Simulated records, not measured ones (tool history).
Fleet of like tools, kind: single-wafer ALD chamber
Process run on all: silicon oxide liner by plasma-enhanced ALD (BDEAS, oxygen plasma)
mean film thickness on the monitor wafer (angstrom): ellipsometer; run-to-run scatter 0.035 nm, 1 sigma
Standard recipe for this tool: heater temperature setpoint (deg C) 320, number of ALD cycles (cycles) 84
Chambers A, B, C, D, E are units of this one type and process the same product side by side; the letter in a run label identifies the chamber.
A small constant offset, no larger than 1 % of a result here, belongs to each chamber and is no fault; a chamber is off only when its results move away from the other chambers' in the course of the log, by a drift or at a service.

run    day  heater temperature setpoint (deg C)  number of ALD cycles (cycles)  hours since the last thermocouple change  read-back reference wafer on the same gauge, thickness_nm  mean film thickness on the monitor wafer (angstrom)
 1B  0.208                                  320                             84                                    1434.2                                                     8.5992                                               76.381
 2A  0.421                                  320                             84                                     572.4                                                     8.6074                                               75.637
 3D  0.621                                  320                             84                                    1301.1                                                     8.5976                                               76.828
 4E  0.762                                  320                             84                                     477.2                                                     8.5929                                               76.206
 5C  0.888                                  320                             84                                        75                                                     8.5872                                               75.307
 6E  1.033                                  311                             90                                     483.7                                                     8.5958                                               83.138
 7B   1.15                                  311                             90                                    1456.8                                                     8.6025                                                82.71
 8C  1.283                                  311                             90                                      84.5                                                     8.6018                                               82.393
 9A  1.417                                  311                             90                                     596.3                                                     8.5933                                                82.55
10D  1.592                                  311                             90                                    1324.4                                                     8.6001                                               82.773
11A  1.788                                  320                             84                                     605.2                                                     8.6088                                                76.37
12E  1.958                                  320                             84                                     505.9                                                     8.6001                                               76.679
13B  2.121                                  320                             84                                    1480.1                                                     8.6055                                               75.393
14C  2.325                                  320                             84                                     109.5                                                      8.601                                               76.009
15D  2.483                                  320                             84                                    1345.8                                                     8.5971                                               75.731
16E  2.588                                  320                             84                                       521                                                     8.5976                                               76.268
17A  2.696                                  320                             97                                       627                                                     8.5958                                               87.676
18B  2.896                                  320                             97                                    1498.7                                                     8.6031                                               87.488
19D  3.025                                  320                             97                                    1358.8                                                     8.6046                                               87.845
20C  3.133                                  320                             97                                     128.9                                                     8.5919                                               87.821
21A  3.267                                  320                             97                                     640.7                                                      8.594                                                 87.5
22E  3.458                                  320                             84                                     541.9                                                     8.5984                                               76.562
23C  3.638                                  320                             84                                       141                                                     8.5935                                               75.438
24D  3.858                                  320                             84                                    1378.8                                                     8.6175                                               76.719
25B  4.025                                  320                             84                                    1525.8                                                     8.5964                                               76.247
26A  4.121                                  320                             84                                     661.2                                                     8.5914                                               76.459
27D  4.338                                  320                             84                                    1390.3                                                     8.5889                                               76.389
28B  4.512                                  328                             84                                    1537.5                                                     8.6001                                               74.956
29C  4.725                                  328                             84                                     167.1                                                     8.5849                                               74.897
30E  4.829                                  328                             84                                     574.8                                                     8.5916                                               75.701
31A  5.029                                  328                             84                                       683                                                     8.6039                                               75.103

All chambers now run identical settings, listed one chamber a line with results as question marks. What results will each chamber show?
32A  5.188                                  330                             84                                                                                                                                                         ?
32B  5.188                                  330                             84                                                                                                                                                         ?
32C  5.188                                  330                             84                                                                                                                                                         ?
32D  5.188                                  330                             84                                                                                                                                                         ?
32E  5.188                                  330                             84                                                                                                                                                         ?

run  mean film thickness on the monitor wafer (angstrom)
32A                                               74.307
32B                                               75.456
32C                                               74.832
32D                                                75.86
32E                                               75.209
